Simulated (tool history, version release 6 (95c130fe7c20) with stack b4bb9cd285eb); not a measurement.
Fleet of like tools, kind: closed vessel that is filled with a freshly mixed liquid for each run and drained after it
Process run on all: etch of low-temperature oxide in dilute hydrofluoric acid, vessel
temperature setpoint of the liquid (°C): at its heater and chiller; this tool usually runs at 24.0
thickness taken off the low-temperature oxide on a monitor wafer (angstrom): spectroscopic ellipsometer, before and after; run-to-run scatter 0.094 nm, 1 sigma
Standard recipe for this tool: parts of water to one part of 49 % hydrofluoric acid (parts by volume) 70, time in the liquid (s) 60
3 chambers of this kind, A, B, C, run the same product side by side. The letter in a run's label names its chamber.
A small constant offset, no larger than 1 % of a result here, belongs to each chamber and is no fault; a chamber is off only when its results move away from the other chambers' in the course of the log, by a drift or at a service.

| run | hour | temperature setpoint of the liquid (°C) | parts of water to one part of 49 % hydrofluoric acid (parts by volume) | time in the liquid (s) | hours since the thermometer was replaced | hours since the hydrofluoric acid flow meter was replaced | read-back film thickness of the low-temperature oxide reference wafer, read on the same gauge (nm) | thickness taken off the low-temperature oxide on a monitor wafer (angstrom) |
|---|---|---|---|---|---|---|---|---|
| 1C | 3.8 | 24.0 | 70 | 60 | 176.3 | 872.4 | 69.992 | 155.21 |
| 2B | 9.4 | 24.0 | 70 | 60 | 1299.4 | 474.3 | 69.963 | 157.31 |
| 3A | 13.3 | 24.0 | 70 | 60 | 1422.8 | 708.5 | 70.034 | 154.90 |
| 4B | 19.0 | 24.0 | 70 | 60 | 1309.0 | 483.9 | 70.000 | 156.80 |
| 5A | 24.0 | 24.0 | 70 | 60 | 1433.5 | 719.2 | 70.016 | 153.17 |
| 6C | 30.0 | 24.0 | 70 | 60 | 202.5 | 898.6 | 69.977 | 153.36 |
| 7B | 33.6 | 24.0 | 70 | 60 | 1323.6 | 498.5 | 70.058 | 156.90 |
| 8C | 36.6 | 24.0 | 70 | 60 | 209.1 | 905.2 | 70.004 | 154.68 |
| 9A | 42.4 | 24.0 | 70 | 60 | 1451.9 | 737.6 | 70.054 | 152.36 |
| 10C | 48.9 | 24.0 | 70 | 60 | 221.4 | 917.5 | 69.952 | 155.06 |
| 11B | 52.4 | 24.0 | 70 | 60 | 1342.4 | 517.3 | 69.997 | 156.10 |
| 12A | 56.3 | 24.0 | 70 | 60 | 1465.8 | 751.5 | 70.030 | 154.00 |
| 13C | 59.9 | 24.0 | 70 | 60 | 232.4 | 928.5 | 70.003 | 155.35 |
| 14B | 64.9 | 24.0 | 70 | 60 | 1354.9 | 529.8 | 69.974 | 156.82 |
| 15A | 69.0 | 24.0 | 70 | 60 | 1478.5 | 764.2 | 69.997 | 155.24 |
| 16A | 74.1 | 24.0 | 70 | 60 | 1483.6 | 769.3 | 70.032 | 153.92 |
| 17C | 79.3 | 24.0 | 70 | 60 | 251.8 | 947.9 | 70.008 | 153.46 |
| 18B | 83.1 | 24.0 | 70 | 60 | 1373.1 | 548.0 | 69.958 | 156.03 |
| 19C | 86.7 | 26.5 | 70 | 95 | 259.2 | 955.3 | 70.000 | 267.73 |
| 20A | 90.8 | 26.5 | 70 | 95 | 1500.3 | 786.0 | 69.976 | 271.26 |
| 21B | 94.0 | 26.5 | 70 | 95 | 1384.0 | 558.9 | 69.975 | 275.78 |
| 22C | 98.0 | 24.0 | 70 | 60 | 270.5 | 966.6 | 70.007 | 153.96 |
|  | 103.0 | chamber B: thermometer replaced |
| 23B | 104.5 | 24.0 | 70 | 60 | 1.5 | 569.4 | 70.021 | 157.48 |
| 24A | 108.8 | 24.0 | 70 | 60 | 1518.3 | 804.0 | 70.001 | 157.16 |
| 25C | 112.8 | 24.0 | 70 | 60 | 285.3 | 981.4 | 69.981 | 154.76 |
| 26A | 117.9 | 24.0 | 70 | 60 | 1527.4 | 813.1 | 70.010 | 157.31 |
| 27B | 122.2 | 24.0 | 70 | 60 | 19.2 | 587.1 | 70.002 | 158.07 |
| 28C | 127.0 | 24.0 | 70 | 60 | 299.5 | 995.6 | 70.037 | 156.71 |
| 29B | 132.5 | 24.0 | 70 | 60 | 29.5 | 597.4 | 69.977 | 156.54 |
| 30A | 136.8 | 24.0 | 70 | 60 | 1546.3 | 832.0 | 69.994 | 157.87 |
| 31A | 140.2 | 24.0 | 70 | 60 | 1549.7 | 835.4 | 70.011 | 158.17 |
| 32C | 144.1 | 24.0 | 70 | 60 | 316.6 | 1012.7 | 70.022 | 153.07 |
| 33B | 147.5 | 24.0 | 70 | 60 | 44.5 | 612.4 | 69.994 | 156.74 |
| 34B | 150.8 | 24.0 | 70 | 60 | 47.8 | 615.7 | 69.986 | 158.03 |
| 35C | 156.0 | 24.0 | 70 | 60 | 328.5 | 1024.6 | 69.986 | 153.93 |
| 36A | 162.0 | 24.0 | 70 | 60 | 1571.5 | 857.2 | 70.000 | 159.60 |
| 37B | 167.8 | 24.0 | 70 | 60 | 64.8 | 632.7 | 69.997 | 156.43 |
| 38A | 172.7 | 24.0 | 70 | 60 | 1582.2 | 867.9 | 70.000 | 160.42 |
| 39C | 178.5 | 24.0 | 70 | 60 | 351.0 | 1047.1 | 69.980 | 154.47 |
| 40A | 184.7 | 19.0 | 70 | 60 | 1594.2 | 879.9 | 70.039 | 132.16 |

Does one chamber stand apart from the rest, does the shared gauge drift, or is all well apart from small per-chamber offsets? Give the chamber and the most likely cause, where there is one.

Chamber A drifts away from the others.
What lies behind it: hydrofluoric acid flow above the setpoint (%) = 3.98.
The log may not separate it from: liquid hotter than its thermometer reads (K).

Chamber A could run next with any of the 4 candidate recipes listed below; each alters the usual settings, and their results appear as question marks. Which one brings its results back in line with what the other chambers deliver on the usual settings?
A result is in line if it is within this distance of the other chambers' mean on the usual settings: thickness taken off the low-temperature oxide on a monitor wafer (angstrom) 3.30
| 41A-1 | 189.3 | 24.0 | 75 | 60 |  |  |  | ? |
| 41A-2 | 189.3 | 24.0 | 65 | 60 |  |  |  | ? |
| 41A-3 | 189.3 | 23.0 | 70 | 60 |  |  |  | ? |
| 41A-4 | 189.3 | 25.0 | 70 | 60 |  |  |  | ? |

Mean of the other chambers on the usual settings: thickness taken off the low-temperature oxide on a monitor wafer (angstrom) 155.67
| run | thickness taken off the low-temperature oxide on a monitor wafer (angstrom) |
|---|---|
| 41A-1 | 149.07 |
| 41A-2 | 173.77 |
| 41A-3 | 154.26 |
| 41A-4 | 167.03 |
The right change is 41A-3: it brings the chamber back within the allowed miss of the others.

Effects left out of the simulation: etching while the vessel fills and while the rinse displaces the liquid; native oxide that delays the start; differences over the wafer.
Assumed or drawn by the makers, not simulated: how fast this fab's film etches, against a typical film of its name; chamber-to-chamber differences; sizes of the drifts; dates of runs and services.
